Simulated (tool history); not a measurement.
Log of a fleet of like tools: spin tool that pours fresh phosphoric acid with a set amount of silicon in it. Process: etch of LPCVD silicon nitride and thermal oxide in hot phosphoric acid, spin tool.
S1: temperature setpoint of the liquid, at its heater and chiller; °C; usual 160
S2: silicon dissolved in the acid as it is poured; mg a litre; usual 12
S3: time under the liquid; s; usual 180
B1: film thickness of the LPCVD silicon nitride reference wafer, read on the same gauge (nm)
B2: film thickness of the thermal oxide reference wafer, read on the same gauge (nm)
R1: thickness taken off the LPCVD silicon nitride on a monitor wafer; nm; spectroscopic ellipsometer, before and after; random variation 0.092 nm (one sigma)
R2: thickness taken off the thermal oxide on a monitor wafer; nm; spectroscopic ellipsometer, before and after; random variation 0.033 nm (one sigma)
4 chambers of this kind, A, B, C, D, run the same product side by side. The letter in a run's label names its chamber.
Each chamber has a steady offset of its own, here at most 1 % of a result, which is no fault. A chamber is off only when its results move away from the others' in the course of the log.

run	hour	S1	S2	S3	B1	B2	R1	R2
1D	6.2	160	12	180	130.03	29.991	16.327	0.38439
2C	13	160	12	180	130.02	29.96	16.485	0.35652
3B	20.5	160	12	180	129.98	30.005	16.43	0.41463
4A	29.6	160	12	180	130.03	29.971	16.522	0.35299
# hour 31.6: chamber D: thermometer replaced
5B	34.3	160	12	180	129.99	30.027	16.454	0.40537
6A	43.2	160	12	180	130.02	29.986	16.247	0.3686
7D	50.7	160	12	180	130.01	29.988	16.378	0.34482
8C	58.3	160	12	180	130.03	29.991	16.265	0.34695
9A	63.9	160	12	180	129.98	29.997	16.531	0.40514
10D	70.6	160	12	180	130	30.016	16.504	0.41376
11B	78.7	160	12	180	129.99	29.994	16.213	0.41372
# hour 85.2: chamber A: dissolved silicon flow meter replaced
12C	87.4	160	12	180	130.03	29.96	16.342	0.44007
13B	91.7	160	12	180	130.01	29.993	16.358	0.4171
14C	100.3	160	12	180	129.99	29.965	16.348	0.3972
15A	105.9	160	12	180	130	30.026	16.829	0.38867
16D	112.4	160	12	180	129.99	29.991	16.582	0.40413
17B	120.4	160	12	180	130.02	30.024	16.341	0.33279
# hour 121: chamber C: dissolved silicon flow meter replaced
18D	129.1	160	12	180	130.01	30.009	16.506	0.32983
19C	137.9	160	12	180	130.02	29.972	16.292	0.41419
20A	143.7	160	12	100	130	29.981	9.4717	0.21192
21A	148.3	160	12	100	130.01	29.968	9.5696	0.21804
22D	153.3	160	12	100	130.03	30.021	9.1401	0.21997
23B	162.5	160	12	100	129.99	29.975	9.2311	0.1877
24C	168.4	160	12	180	130.02	29.977	16.435	0.3816
25A	174.3	160	12	180	130.01	29.99	17.156	0.34971
26D	180.1	160	12	180	130	29.987	16.603	0.38451
27C	184.2	160	12	180	130	29.97	16.407	0.37154
28B	189	160	12	180	130.01	30.052	16.534	0.37099
29B	198.1	160	12	180	129.96	29.993	16.482	0.35825
30A	205.3	160	12	180	129.99	30.015	17.477	0.34233
31D	211.9	160	12	180	129.99	30.006	16.469	0.43016
32C	220.4	160	12	180	129.99	30.028	16.512	0.37276
33C	225.7	158.5	12	180	130.02	30.025	15.664	0.30963

All 4 chambers run these settings next. Forecast each chamber's results:
34A	232.3	160	12	180			?	?
34B	232.3	160	12	180			?	?
34C	232.3	160	12	180			?	?
34D	232.3	160	12	180			?	?

run	R1	R2
34A	17.57	0.39511
34B	16.423	0.38002
34C	16.214	0.34856
34D	16.444	0.37768

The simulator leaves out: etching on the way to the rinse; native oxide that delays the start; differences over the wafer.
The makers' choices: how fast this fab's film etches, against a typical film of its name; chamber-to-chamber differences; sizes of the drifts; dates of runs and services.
